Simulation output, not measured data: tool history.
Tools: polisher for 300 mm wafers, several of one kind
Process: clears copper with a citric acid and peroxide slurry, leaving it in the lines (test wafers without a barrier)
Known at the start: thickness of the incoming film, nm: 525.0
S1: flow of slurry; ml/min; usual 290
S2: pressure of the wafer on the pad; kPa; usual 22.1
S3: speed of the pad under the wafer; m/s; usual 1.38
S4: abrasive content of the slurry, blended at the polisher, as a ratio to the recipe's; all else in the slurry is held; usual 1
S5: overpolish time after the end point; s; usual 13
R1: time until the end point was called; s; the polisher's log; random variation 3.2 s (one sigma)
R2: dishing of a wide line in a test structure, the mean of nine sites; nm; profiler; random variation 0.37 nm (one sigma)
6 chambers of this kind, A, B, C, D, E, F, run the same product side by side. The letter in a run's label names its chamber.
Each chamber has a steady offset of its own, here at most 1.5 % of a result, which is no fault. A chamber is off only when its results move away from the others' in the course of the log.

run,hour,S1,S2,S3,S4,S5,R1,R2
1C,8.2,290,22.1,1.38,1,13,173.93,22.949
2B,18.2,290,22.1,1.38,1,13,173.37,22.697
# hour 21.5: chamber C: slurry blender recalibrated
3F,25.5,290,22.1,1.38,1,13,172.84,23.016
# hour 32.3: chamber A: head pressure recalibrated
4D,36.1,290,22.1,1.38,1,13,171.87,22.92
5A,41.5,290,22.1,1.38,1,13,169.99,23.253
# hour 48.4: chamber E: slurry blender recalibrated
6E,52.9,290,22.1,1.38,1,13,172.76,23.214
7D,59.5,290,22.1,1.38,1,13,178.74,23.025
# hour 65.5: chamber B: worn pad replaced by a new one
# hour 69.1: chamber F: worn pad replaced by a new one
8C,70.6,290,22.1,1.38,1,13,172.06,23.172
9A,81.8,290,22.1,1.38,1,13,174.98,22.953
# hour 85: chamber E: worn pad replaced by a new one
10E,91.5,290,22.1,1.38,1,13,178.73,23.247
# hour 94.7: chamber A: worn pad replaced by a new one
11B,97.4,290,22.1,1.38,1,13,174.9,23.12
12F,103.6,290,22.1,1.38,1,13,168.39,22.851
13C,113.3,290,22.1,1.38,1,13,174.39,23.003
# hour 113.5: chamber C: worn pad replaced by a new one
14B,120.5,290,22.1,1.38,1,13,179.45,22.812
15F,127.9,290,22.1,1.38,1,13,172.46,22.918
16A,137,290,22.1,1.38,1,19,173.68,29.507
17E,148.8,290,22.1,1.38,1,19,168.69,30.236
# hour 154.2: chamber A: slurry nozzle cleaned
18D,160.3,290,22.1,1.38,1,19,173.58,28.729
19D,172.1,290,22.1,1.38,1,19,177.44,29.269
# hour 175.1: chamber E: slurry nozzle cleaned
# hour 178: chamber D: slurry blender recalibrated
20A,179.1,290,22.1,1.38,1,19,172.08,29.834
# hour 185.7: chamber B: slurry blender recalibrated
21E,186.5,290,22.1,1.38,1,19,168.8,29.624
# hour 192.2: chamber D: slurry nozzle cleaned
22C,194.2,290,22.1,1.38,1,13,172.2,22.6
# hour 197.4: chamber C: slurry blender recalibrated
23F,204.7,290,22.1,1.38,1,13,171.23,23.264
24B,212.5,290,25.5,1.38,1,13,147.03,25.278
# hour 218.8: chamber D: worn pad replaced by a new one
25A,220.6,290,25.5,1.38,1,13,146.41,25.822
# hour 222: chamber B: worn pad replaced by a new one
# hour 228: chamber A: worn pad replaced by a new one
26E,232.8,290,25.5,1.38,1,13,153.03,25.378
27B,238.8,290,25.5,1.38,1,13,153.47,24.885
28D,245.4,290,25.5,1.38,1,13,150.24,26.165
29F,253.4,290,25.5,1.38,1,13,145.3,26.037
30C,260.9,290,22.1,1.38,1,13,176.46,23.78
31C,269.5,200,22.1,1.38,1,13,183.1,22.534
# hour 275.6: chamber A: slurry blender recalibrated
32F,279.8,200,22.1,1.38,1,13,175.68,22.193
# hour 286.7: chamber E: head pressure recalibrated
33D,290.9,200,22.1,1.38,1,13,177.28,22.136
34B,297.6,200,22.1,1.38,1,13,185.74,22.366
# hour 303.2: chamber E: worn pad replaced by a new one
35E,304.3,200,22.1,1.38,1,13,183.01,22.115
36A,313.4,200,22.1,1.38,1,13,179.43,22.687
37E,325.5,290,22.1,1.38,1,13,173.16,23.477

Is one chamber off against the others, does the gauge drift, or is nothing wrong? If a chamber is off, say which, and what the likeliest cause is.

No chamber stands off beyond its own small offset, and the gauge holds steady.

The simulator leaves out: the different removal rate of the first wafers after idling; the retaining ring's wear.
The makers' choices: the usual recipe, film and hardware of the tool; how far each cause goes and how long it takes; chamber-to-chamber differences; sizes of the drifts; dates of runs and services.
